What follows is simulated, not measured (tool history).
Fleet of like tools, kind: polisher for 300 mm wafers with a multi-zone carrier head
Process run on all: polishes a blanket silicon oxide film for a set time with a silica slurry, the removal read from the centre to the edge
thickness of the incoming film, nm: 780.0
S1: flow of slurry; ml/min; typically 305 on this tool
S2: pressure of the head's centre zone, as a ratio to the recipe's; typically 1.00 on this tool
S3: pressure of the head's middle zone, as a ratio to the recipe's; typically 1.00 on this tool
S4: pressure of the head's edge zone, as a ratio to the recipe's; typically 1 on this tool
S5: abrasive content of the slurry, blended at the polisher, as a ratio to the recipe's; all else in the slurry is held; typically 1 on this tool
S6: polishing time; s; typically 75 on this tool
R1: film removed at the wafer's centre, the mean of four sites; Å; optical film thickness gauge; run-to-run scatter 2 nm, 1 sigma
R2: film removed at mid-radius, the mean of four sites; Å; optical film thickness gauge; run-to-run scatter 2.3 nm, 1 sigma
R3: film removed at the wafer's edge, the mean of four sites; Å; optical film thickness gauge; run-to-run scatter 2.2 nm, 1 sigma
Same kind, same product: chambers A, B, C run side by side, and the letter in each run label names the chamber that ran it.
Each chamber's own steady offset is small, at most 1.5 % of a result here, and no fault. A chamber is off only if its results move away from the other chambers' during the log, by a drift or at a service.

Run 1C, hour 4.3: usual settings. Result: R1 1626.70 Å, R2 1659.20 Å, R3 1630.1 Å.
Run 2A, hour 8.0: usual settings. Result: R1 1694.50 Å, R2 1630.20 Å, R3 1651.8 Å.
Run 3B, hour 11.3: usual settings. Result: R1 1613.20 Å, R2 1658.80 Å, R3 1674.2 Å.
Run 4B, hour 13.3: usual settings. Result: R1 1643.10 Å, R2 1641.80 Å, R3 1710.5 Å.
Run 5A, hour 17.6: usual settings but S2 0.89. Result: R1 1465.80 Å, R2 1663.10 Å, R3 1627.5 Å.
Run 6C, hour 20.2: usual settings but S2 0.89. Result: R1 1477.00 Å, R2 1636.10 Å, R3 1613.7 Å.
Run 7C, hour 24.0: usual settings but S2 0.89. Result: R1 1427.40 Å, R2 1640.90 Å, R3 1630.4 Å.
At hour 24.2: chamber B: worn pad replaced by a new one.
Run 8B, hour 27.9: usual settings. Result: R1 1626.50 Å, R2 1672.20 Å, R3 1649.3 Å.
At hour 28.3: chamber A: slurry nozzle cleaned.
Run 9A, hour 32.2: usual settings. Result: R1 1702.20 Å, R2 1643.50 Å, R3 1632.2 Å.
Run 10B, hour 36.2: usual settings but S2 1.11, S3 1.08. Result: R1 1798.60 Å, R2 1779.30 Å, R3 1623.9 Å.
Run 11A, hour 40.1: usual settings but S2 1.11, S3 1.08. Result: R1 1861.00 Å, R2 1802.00 Å, R3 1645.8 Å.
Run 12C, hour 42.2: usual settings but S2 1.11, S3 1.08. Result: R1 1764.60 Å, R2 1707.70 Å, R3 1577.2 Å.
Run 13A, hour 44.3: usual settings. Result: R1 1670.60 Å, R2 1630.80 Å, R3 1673.8 Å.
Run 14C, hour 46.7: usual settings. Result: R1 1546.60 Å, R2 1525.10 Å, R3 1521.5 Å.
Run 15B, hour 49.0: usual settings. Result: R1 1624.80 Å, R2 1627.10 Å, R3 1634.9 Å.
Run 16C, hour 51.9: usual settings. Result: R1 1509.00 Å, R2 1565.50 Å, R3 1549.5 Å.
Run 17B, hour 54.0: usual settings but S1 225 ml/min, S6 51 s. Result: R1 1095.50 Å, R2 1095.60 Å, R3 1099.3 Å.
Run 18A, hour 58.3: usual settings but S1 225 ml/min, S6 51 s. Result: R1 1072.00 Å, R2 1067.30 Å, R3 1061.2 Å.
Run 19C, hour 61.7: usual settings but S1 225 ml/min, S6 51 s. Result: R1 979.54 Å, R2 992.77 Å, R3 1006.7 Å.
Run 20A, hour 63.7: usual settings. Result: R1 1683.40 Å, R2 1655.90 Å, R3 1637.4 Å.
Run 21B, hour 66.2: usual settings. Result: R1 1630.30 Å, R2 1640.80 Å, R3 1672.3 Å.
Run 22B, hour 70.2: usual settings. Result: R1 1623.90 Å, R2 1645.50 Å, R3 1688.5 Å.
Run 23A, hour 73.8: usual settings. Result: R1 1657.20 Å, R2 1631.10 Å, R3 1647.9 Å.
Run 24C, hour 77.2: usual settings. Result: R1 1465.10 Å, R2 1463.80 Å, R3 1494.0 Å.
Run 25A, hour 80.8: usual settings. Result: R1 1667.60 Å, R2 1655.60 Å, R3 1633.0 Å.
Run 26B, hour 83.2: usual settings. Result: R1 1583.70 Å, R2 1657.50 Å, R3 1667.0 Å.
At hour 84.6: chamber C: centre zone pressure recalibrated.
Run 27C, hour 86.7: usual settings. Result: R1 1442.30 Å, R2 1476.70 Å, R3 1449.9 Å.
At hour 86.9: chamber A: worn pad replaced by a new one.
Run 28A, hour 88.6: usual settings. Result: R1 1644.10 Å, R2 1619.30 Å, R3 1631.1 Å.
Run 29C, hour 92.7: usual settings. Result: R1 1435.70 Å, R2 1394.50 Å, R3 1422.0 Å.

All chambers now run identical settings, listed one chamber a line with results as question marks. What results will each chamber show?
Run 30A, hour 95.7: usual settings. Result: R1 ?, R2 ?, R3 ?.
Run 30B, hour 95.7: usual settings. Result: R1 ?, R2 ?, R3 ?.
Run 30C, hour 95.7: usual settings. Result: R1 ?, R2 ?, R3 ?.

run       R1       R2      R3
30A  1666.20  1672.60  1586.9
30B  1632.90  1621.30  1688.5
30C  1445.70  1396.00  1412.5

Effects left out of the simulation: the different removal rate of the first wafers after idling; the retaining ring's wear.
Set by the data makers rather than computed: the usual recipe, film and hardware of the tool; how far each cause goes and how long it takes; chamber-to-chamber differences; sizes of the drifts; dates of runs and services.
